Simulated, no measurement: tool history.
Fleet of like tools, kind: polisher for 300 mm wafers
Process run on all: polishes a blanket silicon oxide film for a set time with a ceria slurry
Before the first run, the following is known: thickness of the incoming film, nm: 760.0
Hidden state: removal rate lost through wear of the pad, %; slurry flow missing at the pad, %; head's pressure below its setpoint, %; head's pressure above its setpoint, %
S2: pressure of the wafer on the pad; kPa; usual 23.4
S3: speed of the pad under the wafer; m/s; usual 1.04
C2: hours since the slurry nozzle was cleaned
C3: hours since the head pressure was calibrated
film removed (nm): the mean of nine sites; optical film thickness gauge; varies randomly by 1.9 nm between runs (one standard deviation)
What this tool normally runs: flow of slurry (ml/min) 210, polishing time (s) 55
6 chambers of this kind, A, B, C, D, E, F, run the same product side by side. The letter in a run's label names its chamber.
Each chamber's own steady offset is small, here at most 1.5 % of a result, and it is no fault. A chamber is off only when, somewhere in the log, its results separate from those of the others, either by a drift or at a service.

run 1A hour=8.7 | flow_of_slurry_(ml/min)=210 S2=23.4 S3=1.04 polishing_time_(s)=55 | wafers_polished_on_this_pad=728 C2=371.5 C3=517.0 | film_removed_(nm)=315.42
-- hour=10.1 chamber B: worn pad replaced by a new one
run 2E hour=17.6 | flow_of_slurry_(ml/min)=210 S2=23.4 S3=1.04 polishing_time_(s)=55 | wafers_polished_on_this_pad=414 C2=269.9 C3=92.4 | film_removed_(nm)=309.09
-- hour=21.9 chamber F: slurry nozzle cleaned
run 3C hour=25.4 | flow_of_slurry_(ml/min)=210 S2=23.4 S3=1.04 polishing_time_(s)=55 | wafers_polished_on_this_pad=420 C2=62.1 C3=48.1 | film_removed_(nm)=318.28
run 4B hour=33.2 | flow_of_slurry_(ml/min)=210 S2=23.4 S3=1.04 polishing_time_(s)=55 | wafers_polished_on_this_pad=351 C2=166.6 C3=1010.7 | film_removed_(nm)=315.05
-- hour=36.0 chamber F: worn pad replaced by a new one
-- hour=42.5 chamber A: worn pad replaced by a new one
run 5D hour=44.4 | flow_of_slurry_(ml/min)=210 S2=23.4 S3=0.76 polishing_time_(s)=55 | wafers_polished_on_this_pad=966 C2=144.6 C3=137.3 | film_removed_(nm)=230.83
-- hour=50.4 chamber D: worn pad replaced by a new one
run 6F hour=51.4 | flow_of_slurry_(ml/min)=210 S2=23.4 S3=0.76 polishing_time_(s)=55 | wafers_polished_on_this_pad=234 C2=29.6 C3=278.0 | film_removed_(nm)=232.46
run 7B hour=62.1 | flow_of_slurry_(ml/min)=210 S2=23.4 S3=0.76 polishing_time_(s)=55 | wafers_polished_on_this_pad=789 C2=195.5 C3=1039.6 | film_removed_(nm)=228.80
-- hour=63.9 chamber E: worn pad replaced by a new one
-- hour=71.5 chamber C: worn pad replaced by a new one
run 8E hour=71.6 | flow_of_slurry_(ml/min)=210 S2=23.4 S3=0.76 polishing_time_(s)=55 | wafers_polished_on_this_pad=117 C2=323.9 C3=146.4 | film_removed_(nm)=226.36
run 9F hour=79.5 | flow_of_slurry_(ml/min)=210 S2=23.4 S3=0.76 polishing_time_(s)=55 | wafers_polished_on_this_pad=660 C2=57.7 C3=306.1 | film_removed_(nm)=230.57
run 10C hour=90.9 | flow_of_slurry_(ml/min)=210 S2=23.4 S3=0.76 polishing_time_(s)=55 | wafers_polished_on_this_pad=294 C2=127.6 C3=113.6 | film_removed_(nm)=229.87
run 11D hour=101.6 | flow_of_slurry_(ml/min)=210 S2=23.4 S3=1.04 polishing_time_(s)=55 | wafers_polished_on_this_pad=776 C2=201.8 C3=194.5 | film_removed_(nm)=308.86
-- hour=101.8 chamber B: worn pad replaced by a new one
-- hour=102.0 chamber F: worn pad replaced by a new one
-- hour=109.0 chamber A: worn pad replaced by a new one
run 12A hour=109.4 | flow_of_slurry_(ml/min)=210 S2=23.4 S3=1.04 polishing_time_(s)=55 | wafers_polished_on_this_pad=6 C2=472.2 C3=617.7 | film_removed_(nm)=317.77
-- hour=115.0 chamber D: worn pad replaced by a new one
run 13C hour=117.2 | flow_of_slurry_(ml/min)=210 S2=23.4 S3=1.04 polishing_time_(s)=55 | wafers_polished_on_this_pad=693 C2=153.9 C3=139.9 | film_removed_(nm)=315.97
-- hour=117.4 chamber E: slurry nozzle cleaned
run 14F hour=124.3 | flow_of_slurry_(ml/min)=210 S2=23.4 S3=1.04 polishing_time_(s)=55 | wafers_polished_on_this_pad=339 C2=102.5 C3=350.9 | film_removed_(nm)=313.34
run 15E hour=131.5 | flow_of_slurry_(ml/min)=210 S2=23.4 S3=1.04 polishing_time_(s)=55 | wafers_polished_on_this_pad=1024 C2=14.1 C3=206.3 | film_removed_(nm)=311.90
-- hour=134.3 chamber E: worn pad replaced by a new one
-- hour=138.2 chamber C: worn pad replaced by a new one
run 16B hour=139.8 | flow_of_slurry_(ml/min)=210 S2=23.4 S3=1.04 polishing_time_(s)=55 | wafers_polished_on_this_pad=575 C2=273.2 C3=1117.3 | film_removed_(nm)=307.90
-- hour=140.0 chamber B: slurry nozzle cleaned
run 17A hour=148.7 | flow_of_slurry_(ml/min)=210 S2=23.4 S3=1.04 polishing_time_(s)=55 | wafers_polished_on_this_pad=601 C2=511.5 C3=657.0 | film_removed_(nm)=315.77
run 18D hour=157.0 | flow_of_slurry_(ml/min)=210 S2=23.4 S3=1.04 polishing_time_(s)=55 | wafers_polished_on_this_pad=637 C2=257.2 C3=249.9 | film_removed_(nm)=301.92
run 19C hour=168.2 | flow_of_slurry_(ml/min)=210 S2=23.4 S3=1.04 polishing_time_(s)=55 | wafers_polished_on_this_pad=455 C2=204.9 C3=190.9 | film_removed_(nm)=315.41
-- hour=173.1 chamber A: worn pad replaced by a new one
-- hour=176.4 chamber F: worn pad replaced by a new one
run 20B hour=178.4 | flow_of_slurry_(ml/min)=210 S2=23.4 S3=1.04 polishing_time_(s)=55 | wafers_polished_on_this_pad=1160 C2=38.4 C3=1155.9 | film_removed_(nm)=310.63
-- hour=181.2 chamber D: worn pad replaced by a new one
run 21D hour=190.0 | flow_of_slurry_(ml/min)=210 S2=23.4 S3=1.04 polishing_time_(s)=55 | wafers_polished_on_this_pad=134 C2=290.2 C3=282.9 | film_removed_(nm)=308.10
run 22E hour=202.1 | flow_of_slurry_(ml/min)=210 S2=23.4 S3=0.90 polishing_time_(s)=55 | wafers_polished_on_this_pad=1027 C2=84.7 C3=276.9 | film_removed_(nm)=271.88
-- hour=203.1 chamber B: worn pad replaced by a new one
-- hour=204.0 chamber E: worn pad replaced by a new one
-- hour=208.4 chamber C: worn pad replaced by a new one
run 23A hour=213.2 | flow_of_slurry_(ml/min)=210 S2=23.4 S3=0.90 polishing_time_(s)=55 | wafers_polished_on_this_pad=608 C2=576.0 C3=721.5 | film_removed_(nm)=275.24
run 24F hour=223.4 | flow_of_slurry_(ml/min)=210 S2=23.4 S3=0.90 polishing_time_(s)=55 | wafers_polished_on_this_pad=712 C2=201.6 C3=450.0 | film_removed_(nm)=268.20
run 25B hour=230.9 | flow_of_slurry_(ml/min)=210 S2=23.4 S3=0.90 polishing_time_(s)=55 | wafers_polished_on_this_pad=422 C2=90.9 C3=1208.4 | film_removed_(nm)=268.91
-- hour=237.1 chamber A: worn pad replaced by a new one
run 26F hour=238.3 | flow_of_slurry_(ml/min)=210 S2=23.4 S3=0.90 polishing_time_(s)=55 | wafers_polished_on_this_pad=938 C2=216.5 C3=464.9 | film_removed_(nm)=272.37
run 27E hour=248.7 | flow_of_slurry_(ml/min)=210 S2=23.4 S3=0.90 polishing_time_(s)=55 | wafers_polished_on_this_pad=677 C2=131.3 C3=323.5 | film_removed_(nm)=271.26
-- hour=256.7 chamber F: worn pad replaced by a new one
run 28A hour=259.3 | flow_of_slurry_(ml/min)=210 S2=23.4 S3=1.04 polishing_time_(s)=55 | wafers_polished_on_this_pad=337 C2=622.1 C3=767.6 | film_removed_(nm)=313.47
-- hour=264.7 chamber D: worn pad replaced by a new one
run 29D hour=264.7 | flow_of_slurry_(ml/min)=210 S2=23.4 S3=1.04 polishing_time_(s)=55 | wafers_polished_on_this_pad=0 C2=364.9 C3=357.6 | film_removed_(nm)=301.26
run 30C hour=271.3 | flow_of_slurry_(ml/min)=210 S2=23.4 S3=1.04 polishing_time_(s)=55 | wafers_polished_on_this_pad=953 C2=308.0 C3=294.0 | film_removed_(nm)=317.87
-- hour=278.8 chamber E: worn pad replaced by a new one
run 31A hour=279.4 | flow_of_slurry_(ml/min)=210 S2=23.4 S3=1.04 polishing_time_(s)=55 | wafers_polished_on_this_pad=641 C2=642.2 C3=787.7 | film_removed_(nm)=315.00
-- hour=284.2 chamber C: worn pad replaced by a new one
run 32E hour=290.0 | flow_of_slurry_(ml/min)=210 S2=23.4 S3=1.04 polishing_time_(s)=55 | wafers_polished_on_this_pad=170 C2=172.6 C3=364.8 | film_removed_(nm)=311.45
run 33B hour=298.4 | flow_of_slurry_(ml/min)=210 S2=23.4 S3=1.04 polishing_time_(s)=55 | wafers_polished_on_this_pad=1444 C2=158.4 C3=1275.9 | film_removed_(nm)=309.94
-- hour=300.1 chamber B: worn pad replaced by a new one
run 34C hour=305.9 | flow_of_slurry_(ml/min)=210 S2=23.4 S3=1.04 polishing_time_(s)=55 | wafers_polished_on_this_pad=329 C2=342.6 C3=328.6 | film_removed_(nm)=317.00
run 35F hour=316.5 | flow_of_slurry_(ml/min)=210 S2=23.4 S3=1.04 polishing_time_(s)=55 | wafers_polished_on_this_pad=906 C2=294.7 C3=543.1 | film_removed_(nm)=311.16
-- hour=316.9 chamber A: worn pad replaced by a new one
run 36D hour=324.6 | flow_of_slurry_(ml/min)=210 S2=23.4 S3=1.04 polishing_time_(s)=55 | wafers_polished_on_this_pad=907 C2=424.8 C3=417.5 | film_removed_(nm)=292.38
-- hour=326.7 chamber D: head pressure recalibrated
run 37A hour=330.4 | flow_of_slurry_(ml/min)=250 S2=26.9 S3=1.04 polishing_time_(s)=55 | wafers_polished_on_this_pad=204 C2=693.2 C3=838.7 | film_removed_(nm)=367.61
run 38E hour=337.5 | flow_of_slurry_(ml/min)=250 S2=26.9 S3=1.04 polishing_time_(s)=55 | wafers_polished_on_this_pad=889 C2=220.1 C3=412.3 | film_removed_(nm)=363.90
-- hour=343.6 chamber D: worn pad replaced by a new one
run 39C hour=347.9 | flow_of_slurry_(ml/min)=250 S2=26.9 S3=1.04 polishing_time_(s)=55 | wafers_polished_on_this_pad=965 C2=384.6 C3=370.6 | film_removed_(nm)=372.22
run 40B hour=357.2 | flow_of_slurry_(ml/min)=250 S2=26.9 S3=1.04 polishing_time_(s)=55 | wafers_polished_on_this_pad=865 C2=217.2 C3=1334.7 | film_removed_(nm)=366.02
run 41D hour=366.6 | flow_of_slurry_(ml/min)=250 S2=26.9 S3=1.04 polishing_time_(s)=55 | wafers_polished_on_this_pad=349 C2=466.8 C3=40.0 | film_removed_(nm)=348.78

Read the log: is a single chamber off, either drifting away or since a service, is the gauge that measures every chamber drifting, or is nothing wrong beyond small per-chamber offsets? Name any odd chamber and what most likely caused it.

Chamber D drifts away from the others.
What lies behind it: slurry flow missing at the pad, % = 33.3.

Below are 4 candidate recipes for chamber D's next run, each the usual settings with a change, their results shown as question marks. Which of them brings D's results back in line with what the other chambers give on the usual settings?
A result is in line if it is within this distance of the other chambers' mean on the usual settings: film removed (nm) 6.80
run 42D-1 hour=375.3 | flow_of_slurry_(ml/min)=240 S2=23.4 S3=1.04 polishing_time_(s)=55 | film_removed_(nm)=?
run 42D-2 hour=375.3 | flow_of_slurry_(ml/min)=160 S2=23.4 S3=1.04 polishing_time_(s)=55 | film_removed_(nm)=?
run 42D-3 hour=375.3 | flow_of_slurry_(ml/min)=180 S2=23.4 S3=1.04 polishing_time_(s)=55 | film_removed_(nm)=?
run 42D-4 hour=375.3 | flow_of_slurry_(ml/min)=210 S2=23.4 S3=1.04 polishing_time_(s)=59 | film_removed_(nm)=?

On the usual settings, the other chambers give on average: film removed (nm) 313.47
run=42D-1 film_removed_(nm)=300.94
run=42D-2 film_removed_(nm)=278.49
run=42D-3 film_removed_(nm)=285.66
run=42D-4 film_removed_(nm)=315.63
The right change is 42D-4: it brings the chamber back within the allowed miss of the others.

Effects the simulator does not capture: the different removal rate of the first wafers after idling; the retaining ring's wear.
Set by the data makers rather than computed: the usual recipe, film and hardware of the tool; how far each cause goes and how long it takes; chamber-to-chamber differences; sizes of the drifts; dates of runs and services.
